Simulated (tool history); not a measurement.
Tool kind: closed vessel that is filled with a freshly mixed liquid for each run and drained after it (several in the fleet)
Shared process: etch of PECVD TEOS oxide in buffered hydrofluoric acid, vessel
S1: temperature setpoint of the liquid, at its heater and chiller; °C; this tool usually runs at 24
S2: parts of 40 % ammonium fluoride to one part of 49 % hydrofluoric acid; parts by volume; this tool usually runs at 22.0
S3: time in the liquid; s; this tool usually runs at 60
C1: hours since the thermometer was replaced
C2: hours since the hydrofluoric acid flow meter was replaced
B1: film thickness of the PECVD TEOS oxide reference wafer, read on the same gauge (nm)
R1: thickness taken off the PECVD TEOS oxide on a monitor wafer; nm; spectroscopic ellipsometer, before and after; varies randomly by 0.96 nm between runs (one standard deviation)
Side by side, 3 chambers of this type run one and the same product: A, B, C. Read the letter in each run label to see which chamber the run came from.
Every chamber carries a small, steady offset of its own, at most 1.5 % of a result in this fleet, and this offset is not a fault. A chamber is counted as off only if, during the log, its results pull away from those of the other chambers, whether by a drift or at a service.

{"run": "1B", "hour": 2.6, "S1": 24, "S2": 22.0, "S3": 60, "C1": 806.3, "C2": 541.4, "B1": 150.04, "R1": 107.89}
{"run": "2A", "hour": 7.7, "S1": 24, "S2": 22.0, "S3": 60, "C1": 1858.7, "C2": 71.4, "B1": 150.01, "R1": 108.75}
{"run": "3C", "hour": 12.2, "S1": 24, "S2": 22.0, "S3": 60, "C1": 383.9, "C2": 257.2, "B1": 149.99, "R1": 107.63}
{"run": "4B", "hour": 17.1, "S1": 24, "S2": 22.0, "S3": 60, "C1": 820.8, "C2": 555.9, "B1": 150.0, "R1": 105.7}
{"run": "5A", "hour": 20.2, "S1": 24, "S2": 22.0, "S3": 60, "C1": 1871.2, "C2": 83.9, "B1": 149.97, "R1": 110.16}
{"run": "6C", "hour": 23.1, "S1": 24, "S2": 22.0, "S3": 60, "C1": 394.8, "C2": 268.1, "B1": 150.04, "R1": 110.17}
{"run": "7C", "hour": 28.1, "S1": 22, "S2": 22.0, "S3": 60, "C1": 399.8, "C2": 273.1, "B1": 149.97, "R1": 97.966}
{"run": "8B", "hour": 32.0, "S1": 22, "S2": 22.0, "S3": 60, "C1": 835.7, "C2": 570.8, "B1": 150.01, "R1": 97.498}
{"run": "9A", "hour": 34.7, "S1": 22, "S2": 22.0, "S3": 60, "C1": 1885.7, "C2": 98.4, "B1": 150.0, "R1": 98.172}
{"run": "10A", "hour": 39.8, "S1": 24, "S2": 22.0, "S3": 60, "C1": 1890.8, "C2": 103.5, "B1": 150.01, "R1": 108.96}
{"run": "11C", "hour": 42.6, "S1": 24, "S2": 22.0, "S3": 60, "C1": 414.3, "C2": 287.6, "B1": 150.0, "R1": 108.93}
{"run": "12B", "hour": 47.2, "S1": 24, "S2": 22.0, "S3": 60, "C1": 850.9, "C2": 586.0, "B1": 149.99, "R1": 109.98}
{"run": "13C", "hour": 51.1, "S1": 24, "S2": 22.0, "S3": 60, "C1": 422.8, "C2": 296.1, "B1": 149.98, "R1": 107.95}
{"run": "14A", "hour": 56.2, "S1": 24, "S2": 22.0, "S3": 60, "C1": 1907.2, "C2": 119.9, "B1": 150.01, "R1": 107.48}
{"run": "15B", "hour": 59.3, "S1": 24, "S2": 22.0, "S3": 60, "C1": 863.0, "C2": 598.1, "B1": 150.01, "R1": 107.98}
{"run": "16C", "hour": 62.8, "S1": 24, "S2": 22.0, "S3": 60, "C1": 434.5, "C2": 307.8, "B1": 150.0, "R1": 108.95}
{"run": "17A", "hour": 66.7, "S1": 24, "S2": 22.0, "S3": 60, "C1": 1917.7, "C2": 130.4, "B1": 149.99, "R1": 109.36}
{"run": "18B", "hour": 70.1, "S1": 24, "S2": 22.0, "S3": 60, "C1": 873.8, "C2": 608.9, "B1": 150.01, "R1": 107.64}
{"run": "19C", "hour": 72.5, "S1": 24, "S2": 22.0, "S3": 60, "C1": 444.2, "C2": 317.5, "B1": 150.03, "R1": 109.59}
{"run": "20B", "hour": 74.9, "S1": 24, "S2": 22.0, "S3": 60, "C1": 878.6, "C2": 613.7, "B1": 149.97, "R1": 106.51}
{"run": "21A", "hour": 78.5, "S1": 24, "S2": 22.0, "S3": 60, "C1": 1929.5, "C2": 142.2, "B1": 150.04, "R1": 108.28}
{"run": "22A", "hour": 81.8, "S1": 24, "S2": 22.0, "S3": 60, "C1": 1932.8, "C2": 145.5, "B1": 149.99, "R1": 108.03}
{"run": "23C", "hour": 84.7, "S1": 24, "S2": 18.5, "S3": 60, "C1": 456.4, "C2": 329.7, "B1": 150.0, "R1": 126.27}
{"run": "24B", "hour": 88.1, "S1": 24, "S2": 18.5, "S3": 60, "C1": 891.8, "C2": 626.9, "B1": 149.97, "R1": 124.94}
{"run": "25C", "hour": 93.1, "S1": 24, "S2": 18.5, "S3": 60, "C1": 464.8, "C2": 338.1, "B1": 150.01, "R1": 126.1}
{"run": "26A", "hour": 97.7, "S1": 24, "S2": 22.0, "S3": 60, "C1": 1948.7, "C2": 161.4, "B1": 150.02, "R1": 109.72}
{"run": "27B", "hour": 100.2, "S1": 24, "S2": 22.0, "S3": 60, "C1": 903.9, "C2": 639.0, "B1": 149.99, "R1": 106.38}

Predict what each chamber gives when all 3 of them run the settings below next.
{"run": "28A", "hour": 104.0, "S1": 24, "S2": 22.0, "S3": 90, "R1": "?"}
{"run": "28B", "hour": 104.0, "S1": 24, "S2": 22.0, "S3": 90, "R1": "?"}
{"run": "28C", "hour": 104.0, "S1": 24, "S2": 22.0, "S3": 90, "R1": "?"}

run=28A R1=164.990
run=28B R1=159.510
run=28C R1=160.950

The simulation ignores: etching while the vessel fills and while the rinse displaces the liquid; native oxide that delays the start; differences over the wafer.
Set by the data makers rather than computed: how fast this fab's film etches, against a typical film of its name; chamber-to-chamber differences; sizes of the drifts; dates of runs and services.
